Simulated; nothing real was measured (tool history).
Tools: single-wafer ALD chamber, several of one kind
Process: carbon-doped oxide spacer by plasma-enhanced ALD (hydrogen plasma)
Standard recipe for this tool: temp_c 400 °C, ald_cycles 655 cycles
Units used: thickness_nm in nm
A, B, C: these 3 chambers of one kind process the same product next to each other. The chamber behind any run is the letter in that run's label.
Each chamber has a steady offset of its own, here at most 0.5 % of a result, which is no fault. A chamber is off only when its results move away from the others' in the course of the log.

run	hour	temp_c	ald_cycles	hours since the last thermocouple change	read-back reference wafer on the same gauge, thickness_nm	thickness_nm
1C	9.7	400	655	749	31.992	32.702
2A	18.3	400	655	296.2	31.987	32.575
3B	26	400	655	153.5	31.984	32.774
4A	40.2	400	655	318.1	31.984	32.638
5B	51.4	400	655	178.9	31.967	32.821
6C	62.8	400	655	802.1	31.966	32.653
7B	74.9	387	655	202.4	31.957	32.778
8C	81.7	387	655	821	31.951	32.66
9A	92.8	387	655	370.7	31.951	32.564
10B	103.6	400	655	231.1	31.948	32.728
11A	117	400	655	394.9	31.938	32.48
12C	125.1	400	655	864.4	31.939	32.643
13B	132.4	407	544	259.9	31.929	26.65
14A	143.7	407	544	421.6	31.927	26.499
15C	154.7	407	544	894	31.912	26.501
16C	169.1	400	655	908.4	31.905	32.571
17A	175.5	400	655	453.4	31.902	32.511
18B	184.9	400	655	312.4	31.894	32.72
19B	196	400	655	323.5	31.897	32.714
20A	208.5	400	655	486.4	31.895	32.477
21C	220.9	400	655	960.2	31.874	32.579
22C	228.5	400	655	967.8	31.874	32.608
23A	239.8	400	655	517.7	31.863	32.492
24B	248.5	400	655	376	31.871	32.685

Predict what each chamber gives when all 3 of them run the settings below next.
25A	259.2	400	655			?
25B	259.2	400	655			?
25C	259.2	400	655			?

run	thickness_nm
25A	32.405
25B	32.681
25C	32.577

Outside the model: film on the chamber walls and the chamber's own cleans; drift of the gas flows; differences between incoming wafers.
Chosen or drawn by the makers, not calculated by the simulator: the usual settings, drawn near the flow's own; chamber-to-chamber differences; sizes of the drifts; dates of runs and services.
